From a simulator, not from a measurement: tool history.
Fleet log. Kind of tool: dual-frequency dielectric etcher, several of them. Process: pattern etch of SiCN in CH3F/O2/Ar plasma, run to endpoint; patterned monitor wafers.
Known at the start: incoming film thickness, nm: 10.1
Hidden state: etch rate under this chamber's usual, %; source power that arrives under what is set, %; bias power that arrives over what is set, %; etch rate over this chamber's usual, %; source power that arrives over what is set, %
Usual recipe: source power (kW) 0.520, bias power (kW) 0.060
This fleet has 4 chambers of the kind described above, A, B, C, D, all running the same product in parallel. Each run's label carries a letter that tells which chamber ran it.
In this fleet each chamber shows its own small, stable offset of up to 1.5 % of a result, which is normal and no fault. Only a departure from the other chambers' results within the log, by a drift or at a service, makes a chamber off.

run   hour  source power (kW)  bias power (kW)  hours since the last wet clean  hours since the last source power generator calibration  hours since the last bias power generator calibration  endpoint time (s)
       2.5  -- chamber B: wet clean of the chamber
 1B    8.2              0.520            0.060                             5.7                                                   2845.1                                                 1985.5             25.708
 2C   17.3              0.520            0.060                           545.1                                                    207.6                                                  165.7             26.088
      24.1  -- chamber C: wet clean of the chamber
 3D   25.2              0.520            0.060                           363.3                                                    323.1                                                 1072.8             26.001
 4A   36.6              0.520            0.060                           347.5                                                    650.4                                                 1594.2             26.097
 5C   46.8              0.520            0.060                            22.8                                                    237.1                                                  195.2             26.177
 6D   57.5              0.520            0.060                           395.6                                                    355.4                                                 1105.1             26.022
      65.7  -- chamber D: wet clean of the chamber
 7A   67.2              0.520            0.060                           378.1                                                    681.0                                                 1624.8             26.030
 8B   76.6              0.520            0.060                            74.1                                                   2913.5                                                 2053.9             25.678
 9D   88.8              0.520            0.060                            23.2                                                    386.7                                                 1136.4             25.923
10A   99.6              0.520            0.060                           410.5                                                    713.4                                                 1657.2             26.273
11B  105.9              0.520            0.060                           103.4                                                   2942.8                                                 2083.2             25.934
     107.1  -- chamber A: wet clean of the chamber
12C  114.7              0.520            0.060                            90.7                                                    305.0                                                  263.1             25.867
13C  122.8              0.520            0.060                            98.8                                                    313.1                                                  271.2             26.249
14A  130.9              0.520            0.060                            23.8                                                    744.7                                                 1688.5             27.467
15B  139.8              0.520            0.060                           137.3                                                   2976.7                                                 2117.1             25.784
16D  152.0              0.520            0.060                            86.4                                                    449.9                                                 1199.6             26.274
17B  160.4              0.520            0.072                           157.9                                                   2997.3                                                 2137.7             24.288
18C  166.1              0.520            0.072                           142.1                                                    356.4                                                  314.5             24.377
     173.5  -- chamber A: bias power generator calibrated
19A  173.8              0.520            0.072                            66.7                                                    787.6                                                    0.4             26.031
20D  182.1              0.520            0.072                           116.5                                                    480.0                                                 1229.7             24.525
21A  193.8              0.650            0.047                            86.7                                                    807.6                                                   20.4             27.585
22B  203.0              0.650            0.047                           200.5                                                   3039.9                                                 2180.3             25.848
23C  208.5              0.650            0.047                           184.5                                                    398.8                                                  356.9             26.126
24D  214.5              0.650            0.047                           148.9                                                    512.4                                                 1262.1             25.814
25A  222.0              0.480            0.048                           114.9                                                    835.8                                                   48.6             30.814
26B  228.0              0.480            0.048                           225.5                                                   3064.9                                                 2205.3             28.672
27C  237.5              0.480            0.048                           213.5                                                    427.8                                                  385.9             28.756
28D  247.2              0.480            0.048                           181.6                                                    545.1                                                 1294.8             29.016
29B  256.9              0.520            0.060                           254.4                                                   3093.8                                                 2234.2             26.129
30C  263.6              0.520            0.060                           239.6                                                    453.9                                                  412.0             25.823
31A  274.6              0.520            0.060                           167.5                                                    888.4                                                  101.2             27.584

One chamber off, gauge drift, or nothing amiss beyond the chambers' own small offsets? If it is a chamber, which one, and what is the likeliest cause?

Chamber A came out of a service off from its peers and stayed that way.
Cause: etch rate under this chamber's usual, % = 5.05.

Chamber A could run next with any of the 4 candidate recipes listed below; each alters the usual settings, and their results appear as question marks. Which one brings its results back in line with what the other chambers deliver on the usual settings?
To be in line, a result may differ from the other chambers' mean on the usual settings by at most: endpoint time (s) 0.540
32A-1  283.4              0.520            0.071                                                                                                                                                                  ?
32A-2  283.4              0.390            0.060                                                                                                                                                                  ?
32A-3  283.4              0.440            0.060                                                                                                                                                                  ?
32A-4  283.4              0.610            0.069                                                                                                                                                                  ?

On the usual settings, the other chambers give on average: endpoint time (s) 26.005
  run  endpoint time (s)
32A-1             26.026
32A-2             30.795
32A-3             29.404
32A-4             24.732
The answer is 32A-1, which returns the chamber to within the allowed miss of the others.

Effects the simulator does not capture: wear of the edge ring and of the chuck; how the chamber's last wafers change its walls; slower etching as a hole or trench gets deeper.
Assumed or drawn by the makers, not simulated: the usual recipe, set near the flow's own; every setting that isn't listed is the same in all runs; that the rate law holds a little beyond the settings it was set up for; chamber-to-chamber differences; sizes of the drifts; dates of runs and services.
